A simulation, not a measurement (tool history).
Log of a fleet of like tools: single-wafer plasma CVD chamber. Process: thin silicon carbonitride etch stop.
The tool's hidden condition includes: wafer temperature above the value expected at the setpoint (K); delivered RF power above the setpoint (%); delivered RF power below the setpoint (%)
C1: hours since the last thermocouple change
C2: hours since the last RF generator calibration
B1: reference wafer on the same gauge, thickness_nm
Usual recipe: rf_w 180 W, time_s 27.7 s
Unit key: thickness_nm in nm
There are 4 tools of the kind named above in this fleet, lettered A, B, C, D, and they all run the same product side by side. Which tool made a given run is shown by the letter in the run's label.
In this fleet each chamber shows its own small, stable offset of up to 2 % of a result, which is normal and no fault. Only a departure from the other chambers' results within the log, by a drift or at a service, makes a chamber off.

{"run": "1B", "day": 0.392, "rf_w": 180, "time_s": 27.7, "C1": 1859.3, "C2": 1672.9, "B1": 15.001, "thickness_nm": 15.102}
{"run": "2C", "day": 0.767, "rf_w": 180, "time_s": 27.7, "C1": 2613.1, "C2": 252.5, "B1": 15.003, "thickness_nm": 15.246}
{"run": "3D", "day": 1.379, "rf_w": 180, "time_s": 27.7, "C1": 105.7, "C2": 2099.5, "B1": 15.007, "thickness_nm": 15.293}
{"run": "4A", "day": 1.8, "rf_w": 180, "time_s": 27.7, "C1": 1145.9, "C2": 945.8, "B1": 15.006, "thickness_nm": 15.533}
{"run": "5D", "day": 2.183, "rf_w": 180, "time_s": 27.7, "C1": 125, "C2": 2118.8, "B1": 15.008, "thickness_nm": 15.32}
{"run": "6C", "day": 2.65, "rf_w": 180, "time_s": 27.7, "C1": 2658.3, "C2": 297.7, "B1": 15.015, "thickness_nm": 15.234}
{"run": "7B", "day": 3.125, "rf_w": 180, "time_s": 27.7, "C1": 1924.9, "C2": 1738.5, "B1": 15.018, "thickness_nm": 15.131}
{"run": "8A", "day": 3.429, "rf_w": 180, "time_s": 27.7, "C1": 1185, "C2": 984.9, "B1": 15.016, "thickness_nm": 15.514}
{"run": "9D", "day": 3.983, "rf_w": 180, "time_s": 27.7, "C1": 168.2, "C2": 2162, "B1": 15.024, "thickness_nm": 15.288}
{"run": "10A", "day": 4.562, "rf_w": 155, "time_s": 29.5, "C1": 1212.2, "C2": 1012.1, "B1": 15.019, "thickness_nm": 15.836}
{"run": "11C", "day": 4.904, "rf_w": 155, "time_s": 29.5, "C1": 2712.4, "C2": 351.8, "B1": 15.023, "thickness_nm": 15.566}
{"day": 5.096, "done": "chamber D: RF generator calibrated"}
{"run": "12B", "day": 5.183, "rf_w": 155, "time_s": 29.5, "C1": 1974.3, "C2": 1787.9, "B1": 15.027, "thickness_nm": 15.357}
{"run": "13A", "day": 5.646, "rf_w": 155, "time_s": 29.5, "C1": 1238.2, "C2": 1038.1, "B1": 15.029, "thickness_nm": 15.847}
{"run": "14D", "day": 5.992, "rf_w": 180, "time_s": 27.7, "C1": 216.4, "C2": 21.5, "B1": 15.021, "thickness_nm": 15.32}
{"run": "15C", "day": 6.45, "rf_w": 180, "time_s": 27.7, "C1": 2749.5, "C2": 388.9, "B1": 15.037, "thickness_nm": 15.275}
{"run": "16B", "day": 6.725, "rf_w": 145, "time_s": 27.7, "C1": 2011.3, "C2": 1824.9, "B1": 15.029, "thickness_nm": 14.147}
{"run": "17B", "day": 7.133, "rf_w": 145, "time_s": 27.7, "C1": 2021.1, "C2": 1834.7, "B1": 15.035, "thickness_nm": 14.126}
{"run": "18C", "day": 7.471, "rf_w": 145, "time_s": 27.7, "C1": 2774, "C2": 413.4, "B1": 15.042, "thickness_nm": 14.337}
{"run": "19D", "day": 7.812, "rf_w": 145, "time_s": 27.7, "C1": 260.1, "C2": 65.2, "B1": 15.036, "thickness_nm": 14.337}
{"run": "20A", "day": 8.104, "rf_w": 210, "time_s": 27.7, "C1": 1297.2, "C2": 1097.1, "B1": 15.04, "thickness_nm": 16.303}
{"run": "21C", "day": 8.512, "rf_w": 210, "time_s": 27.7, "C1": 2799, "C2": 438.4, "B1": 15.044, "thickness_nm": 16.027}
{"run": "22B", "day": 9.004, "rf_w": 210, "time_s": 27.7, "C1": 2066, "C2": 1879.6, "B1": 15.04, "thickness_nm": 15.828}
{"run": "23D", "day": 9.321, "rf_w": 210, "time_s": 27.7, "C1": 296.3, "C2": 101.4, "B1": 15.047, "thickness_nm": 16.032}
{"run": "24A", "day": 9.733, "rf_w": 180, "time_s": 27.7, "C1": 1336.3, "C2": 1136.2, "B1": 15.047, "thickness_nm": 15.576}
{"run": "25B", "day": 10.121, "rf_w": 180, "time_s": 27.7, "C1": 2092.8, "C2": 1906.4, "B1": 15.053, "thickness_nm": 15.117}
{"run": "26D", "day": 10.529, "rf_w": 180, "time_s": 27.7, "C1": 325.3, "C2": 130.4, "B1": 15.05, "thickness_nm": 15.373}
{"run": "27C", "day": 11.142, "rf_w": 180, "time_s": 27.7, "C1": 2862.1, "C2": 501.5, "B1": 15.056, "thickness_nm": 15.262}
{"run": "28A", "day": 11.604, "rf_w": 180, "time_s": 27.7, "C1": 1381.2, "C2": 1181.1, "B1": 15.057, "thickness_nm": 15.618}
{"run": "29C", "day": 12.004, "rf_w": 180, "time_s": 27.7, "C1": 2882.8, "C2": 522.2, "B1": 15.053, "thickness_nm": 15.326}
{"day": 12.1, "done": "chamber C: thermocouple changed; heater temperature recalibrated"}
{"run": "30B", "day": 12.467, "rf_w": 180, "time_s": 27.7, "C1": 2149.1, "C2": 1962.7, "B1": 15.059, "thickness_nm": 15.139}
{"run": "31D", "day": 13.008, "rf_w": 180, "time_s": 27.7, "C1": 384.8, "C2": 189.9, "B1": 15.065, "thickness_nm": 15.39}
{"day": 13.229, "done": "chamber B: RF generator calibrated"}
{"run": "32A", "day": 13.467, "rf_w": 180, "time_s": 27.7, "C1": 1425.9, "C2": 1225.8, "B1": 15.063, "thickness_nm": 15.576}
{"run": "33D", "day": 14.033, "rf_w": 180, "time_s": 27.7, "C1": 409.4, "C2": 214.5, "B1": 15.071, "thickness_nm": 15.338}
{"run": "34A", "day": 14.638, "rf_w": 180, "time_s": 27.7, "C1": 1454, "C2": 1253.9, "B1": 15.071, "thickness_nm": 15.652}
{"run": "35C", "day": 15.188, "rf_w": 180, "time_s": 27.7, "C1": 74.1, "C2": 598.6, "B1": 15.073, "thickness_nm": 15.317}
{"run": "36B", "day": 15.538, "rf_w": 180, "time_s": 27.7, "C1": 2222.8, "C2": 55.4, "B1": 15.086, "thickness_nm": 15.108}
{"run": "37C", "day": 15.883, "rf_w": 180, "time_s": 27.7, "C1": 90.8, "C2": 615.3, "B1": 15.075, "thickness_nm": 15.325}
{"run": "38D", "day": 16.45, "rf_w": 180, "time_s": 27.7, "C1": 467.4, "C2": 272.5, "B1": 15.079, "thickness_nm": 15.439}
{"run": "39B", "day": 16.8, "rf_w": 180, "time_s": 27.7, "C1": 2253.1, "C2": 85.7, "B1": 15.091, "thickness_nm": 15.195}
{"run": "40A", "day": 17.271, "rf_w": 160, "time_s": 29.4, "C1": 1517.2, "C2": 1317.1, "B1": 15.086, "thickness_nm": 15.954}
{"run": "41A", "day": 17.792, "rf_w": 160, "time_s": 29.4, "C1": 1529.7, "C2": 1329.6, "B1": 15.084, "thickness_nm": 15.957}
{"run": "42B", "day": 18.146, "rf_w": 160, "time_s": 29.4, "C1": 2285.4, "C2": 118, "B1": 15.098, "thickness_nm": 15.524}
{"run": "43C", "day": 18.554, "rf_w": 160, "time_s": 29.4, "C1": 154.9, "C2": 679.4, "B1": 15.089, "thickness_nm": 15.73}
{"run": "44D", "day": 18.975, "rf_w": 180, "time_s": 27.7, "C1": 528, "C2": 333.1, "B1": 15.096, "thickness_nm": 15.373}

Each of the 4 chambers runs these same settings next. Fill in every chamber's results:
{"run": "45A", "day": 19.429, "rf_w": 200, "time_s": 27.7, "thickness_nm": "?"}
{"run": "45B", "day": 19.429, "rf_w": 200, "time_s": 27.7, "thickness_nm": "?"}
{"run": "45C", "day": 19.429, "rf_w": 200, "time_s": 27.7, "thickness_nm": "?"}
{"run": "45D", "day": 19.429, "rf_w": 200, "time_s": 27.7, "thickness_nm": "?"}

run=45A thickness_nm=16.131
run=45B thickness_nm=15.736
run=45C thickness_nm=15.87
run=45D thickness_nm=15.901
